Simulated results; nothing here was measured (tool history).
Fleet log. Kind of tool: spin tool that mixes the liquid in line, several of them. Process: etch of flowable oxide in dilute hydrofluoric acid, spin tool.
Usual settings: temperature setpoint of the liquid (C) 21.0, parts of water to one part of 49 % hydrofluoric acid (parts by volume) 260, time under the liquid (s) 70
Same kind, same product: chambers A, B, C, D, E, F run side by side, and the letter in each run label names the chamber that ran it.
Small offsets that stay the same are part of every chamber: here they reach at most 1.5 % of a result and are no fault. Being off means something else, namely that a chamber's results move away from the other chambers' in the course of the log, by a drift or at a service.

run   hour  temperature setpoint of the liquid (C)  parts of water to one part of 49 % hydrofluoric acid (parts by volume)  time under the liquid (s)  hours since the thermometer was replaced  hours since the hydrofluoric acid flow meter was replaced  read-back film thickness of the flowable oxide reference wafer, read on the same gauge (nm)  thickness taken off the flowable oxide on a monitor wafer (Å)
 1A    9.1                                    21.0                                                                     260                         70                                    2194.8                                                     1058.1                                                                                       130.02                                                         93.836
 2B   24.4                                    21.0                                                                     260                         70                                     719.3                                                      101.5                                                                                       129.97                                                         94.693
 3C   37.0                                    21.0                                                                     260                         70                                     235.8                                                      232.4                                                                                       129.94                                                         94.224
 4F   45.1                                    21.0                                                                     260                         70                                    1077.4                                                      386.0                                                                                       129.99                                                         95.549
      59.1  -- chamber E: thermometer replaced
 5D   59.5                                    21.0                                                                     260                         70                                    1049.9                                                     1591.3                                                                                       130.00                                                         96.891
 6E   71.8                                    21.0                                                                     260                         70                                      12.8                                                      129.5                                                                                       130.01                                                         95.524
 7B   87.6                                    21.0                                                                     260                         70                                     782.5                                                      164.7                                                                                       129.96                                                         93.065
 8E   95.8                                    21.0                                                                     260                         70                                      36.8                                                      153.5                                                                                       130.03                                                         94.151
 9A  111.6                                    21.0                                                                     260                         70                                    2297.3                                                     1160.6                                                                                       130.01                                                         93.041
10D  123.0                                    21.0                                                                     260                         70                                    1113.4                                                     1654.8                                                                                       130.03                                                         96.221
     127.4  -- chamber F: thermometer replaced
11F  135.7                                    21.0                                                                     260                         70                                       8.3                                                      476.6                                                                                       129.98                                                         93.942
12C  148.0                                    21.0                                                                     260                         70                                     346.8                                                      343.4                                                                                       129.96                                                         94.934
13A  162.0                                    18.0                                                                     260                         85                                    2347.7                                                     1211.0                                                                                       130.02                                                        101.700
14D  175.9                                    18.0                                                                     260                         85                                    1166.3                                                     1707.7                                                                                       130.01                                                        104.880
15C  188.6                                    18.0                                                                     260                         85                                     387.4                                                      384.0                                                                                       130.01                                                        102.190
16E  198.3                                    18.0                                                                     260                         85                                     139.3                                                      256.0                                                                                       129.99                                                        102.200
     207.0  -- chamber F: hydrofluoric acid flow meter replaced
     207.1  -- chamber A: thermometer replaced
17F  208.4                                    18.0                                                                     260                         85                                      81.0                                                        1.4                                                                                       129.99                                                        103.380
18B  220.1                                    18.0                                                                     260                         85                                     915.0                                                      297.2                                                                                       130.02                                                        102.020
19F  228.8                                    21.0                                                                     260                         70                                     101.4                                                       21.8                                                                                       130.02                                                         94.867
20A  236.0                                    21.0                                                                     260                         70                                      29.0                                                     1285.0                                                                                       129.94                                                         91.954
21C  245.1                                    21.0                                                                     260                         70                                     443.9                                                      440.5                                                                                       129.94                                                         93.228
22D  253.1                                    21.0                                                                     260                         70                                    1243.5                                                     1784.9                                                                                       129.98                                                         95.899
23B  264.2                                    21.0                                                                     260                         70                                     959.1                                                      341.3                                                                                       130.02                                                         93.269
24E  278.3                                    21.0                                                                     260                         70                                     219.3                                                      336.0                                                                                       130.02                                                         96.164
     285.7  -- chamber A: hydrofluoric acid flow meter replaced
25A  290.3                                    21.0                                                                     260                         70                                      83.3                                                        4.7                                                                                       130.00                                                         94.009
26E  297.9                                    23.5                                                                     320                         70                                     238.9                                                      355.6                                                                                       129.99                                                         79.390
27D  310.3                                    23.5                                                                     320                         70                                    1300.7                                                     1842.1                                                                                       130.01                                                         80.485
28B  325.2                                    23.5                                                                     320                         70                                    1020.1                                                      402.3                                                                                       129.95                                                         78.568
29C  339.1                                    23.5                                                                     320                         70                                     537.9                                                      534.5                                                                                       130.01                                                         79.633
30F  350.9                                    23.5                                                                     320                         70                                     223.5                                                      143.9                                                                                       130.01                                                         79.839
     355.4  -- chamber E: hydrofluoric acid flow meter replaced
31B  359.8                                    23.5                                                                     320                         70                                    1054.7                                                      436.9                                                                                       130.00                                                         78.198
32D  373.8                                    21.0                                                                     260                         70                                    1364.2                                                     1905.6                                                                                       129.98                                                         97.382
33A  387.6                                    21.0                                                                     260                         70                                     180.6                                                      102.0                                                                                       129.97                                                         94.260
34C  397.8                                    17.5                                                                     260                         70                                     596.6                                                      593.2                                                                                       129.99                                                         82.240
35F  409.1                                    17.5                                                                     260                         70                                     281.7                                                      202.1                                                                                       129.98                                                         81.798
36E  418.9                                    17.5                                                                     260                         70                                     359.9                                                       63.5                                                                                       130.02                                                         82.743
37B  430.6                                    17.5                                                                     260                         70                                    1125.5                                                      507.7                                                                                       130.04                                                         82.610
38E  441.8                                    17.5                                                                     260                         70                                     382.8                                                       86.4                                                                                       129.99                                                         82.102
39D  449.6                                    17.5                                                                     260                         70                                    1440.0                                                     1981.4                                                                                       130.06                                                         83.234

Decide between three cases: one chamber stands off from its peers, the gauge reading all wafers drifts, or nothing is wrong past each chamber's small offset. Where a chamber is off, say which and what most likely put it there.

No chamber is off and the gauge is stable; the differences are just each chamber's small, constant offset.
